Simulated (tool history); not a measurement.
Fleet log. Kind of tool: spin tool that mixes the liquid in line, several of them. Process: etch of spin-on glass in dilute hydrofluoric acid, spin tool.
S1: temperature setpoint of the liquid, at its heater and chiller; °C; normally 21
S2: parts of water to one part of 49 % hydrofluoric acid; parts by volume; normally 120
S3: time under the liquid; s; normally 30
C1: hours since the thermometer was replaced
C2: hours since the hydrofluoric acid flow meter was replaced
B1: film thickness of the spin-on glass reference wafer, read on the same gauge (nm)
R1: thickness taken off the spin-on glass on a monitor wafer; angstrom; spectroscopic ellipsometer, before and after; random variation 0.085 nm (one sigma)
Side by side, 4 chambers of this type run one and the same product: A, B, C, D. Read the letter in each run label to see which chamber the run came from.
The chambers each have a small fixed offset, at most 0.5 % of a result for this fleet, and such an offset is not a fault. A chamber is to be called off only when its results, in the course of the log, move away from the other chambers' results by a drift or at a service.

Run 1D, hour 8.8: usual settings; C1 21.4; C2 732.4; B1 50.004. Result: R1 98.769 angstrom.
Run 2B, hour 17.4: usual settings; C1 1636.2; C2 574.3; B1 49.991. Result: R1 98.528 angstrom.
Run 3C, hour 27.6: usual settings; C1 149.3; C2 65.9; B1 49.99. Result: R1 100.92 angstrom.
Run 4A, hour 37.9: usual settings; C1 193; C2 424.6; B1 50.025. Result: R1 99.629 angstrom.
Run 5C, hour 45.4: usual settings; C1 167.1; C2 83.7; B1 50.012. Result: R1 99.668 angstrom.
Run 6A, hour 51.9: usual settings; C1 207; C2 438.6; B1 49.999. Result: R1 99.958 angstrom.
Run 7D, hour 57.6: usual settings; C1 70.2; C2 781.2; B1 50.004. Result: R1 99.929 angstrom.
Run 8B, hour 67.7: usual settings but S1 25.5 °C; C1 1686.5; C2 624.6; B1 49.997. Result: R1 120.6 angstrom.
Run 9B, hour 77.1: usual settings but S1 25.5 °C; C1 1695.9; C2 634; B1 49.994. Result: R1 122.76 angstrom.
Run 10D, hour 83: usual settings but S1 25.5 °C; C1 95.6; C2 806.6; B1 50. Result: R1 118.29 angstrom.
Run 11C, hour 93.4: usual settings but S1 25.5 °C; C1 215.1; C2 131.7; B1 49.962. Result: R1 119.94 angstrom.
Run 12A, hour 101.3: usual settings; C1 256.4; C2 488; B1 50.002. Result: R1 100.79 angstrom.
Run 13C, hour 109.1: usual settings; C1 230.8; C2 147.4; B1 50.012. Result: R1 99.964 angstrom.
Run 14A, hour 116.4: usual settings; C1 271.5; C2 503.1; B1 49.985. Result: R1 101.65 angstrom.
At hour 123.8: chamber B: thermometer replaced.
Run 15D, hour 128: usual settings; C1 140.6; C2 851.6; B1 50.003. Result: R1 101.67 angstrom.
Run 16B, hour 135.8: usual settings; C1 12.1; C2 692.7; B1 49.998. Result: R1 105.44 angstrom.
Run 17D, hour 141.2: usual settings; C1 153.8; C2 864.8; B1 49.963. Result: R1 101.1 angstrom.
Run 18B, hour 152.5: usual settings but S1 23.5 °C; C1 28.8; C2 709.4; B1 49.994. Result: R1 116.46 angstrom.
Run 19A, hour 160.6: usual settings but S1 23.5 °C; C1 315.7; C2 547.3; B1 49.998. Result: R1 111.05 angstrom.
Run 20C, hour 169.2: usual settings but S1 23.5 °C; C1 290.9; C2 207.5; B1 49.995. Result: R1 110.85 angstrom.
Run 21B, hour 177.7: usual settings but S1 23.5 °C; C1 54; C2 734.6; B1 50. Result: R1 116.52 angstrom.
At hour 181.6: chamber D: hydrofluoric acid flow meter replaced.
Run 22C, hour 188.1: usual settings; C1 309.8; C2 226.4; B1 49.988. Result: R1 99.082 angstrom.
Run 23A, hour 196.5: usual settings; C1 351.6; C2 583.2; B1 50.006. Result: R1 100.7 angstrom.
Run 24D, hour 205.2: usual settings; C1 217.8; C2 23.7; B1 49.984. Result: R1 101.01 angstrom.

What goes on in this fleet: one chamber off, a drifting gauge, or nothing beyond the chambers' own small offsets? Name the chamber and the cause, if any.

Little by little, chamber B moves away from the other chambers.
Cause: hydrofluoric acid flow above the setpoint (%) = 6.77.

Here are 4 candidates for chamber B's next run, each the usual settings with a change, their results left as question marks. Which one brings its results back in line with what the others give on the usual settings?
To be in line, a result may differ from the other chambers' mean on the usual settings by at most: R1 3 angstrom
Run 25B-1, hour 213.8: usual settings but S1 19.5 °C. Result: R1 ?.
Run 25B-2, hour 213.8: usual settings but S1 22.5 °C. Result: R1 ?.
Run 25B-3, hour 213.8: usual settings but S2 135 parts by volume. Result: R1 ?.
Run 25B-4, hour 213.8: usual settings but S2 105 parts by volume. Result: R1 ?.

The other chambers' mean on the usual settings: R1 100.07 angstrom
  run      R1
25B-1  100.64
25B-2  113.41
25B-3  93.354
25B-4  124.41
25B-1 brings the chamber back in line.

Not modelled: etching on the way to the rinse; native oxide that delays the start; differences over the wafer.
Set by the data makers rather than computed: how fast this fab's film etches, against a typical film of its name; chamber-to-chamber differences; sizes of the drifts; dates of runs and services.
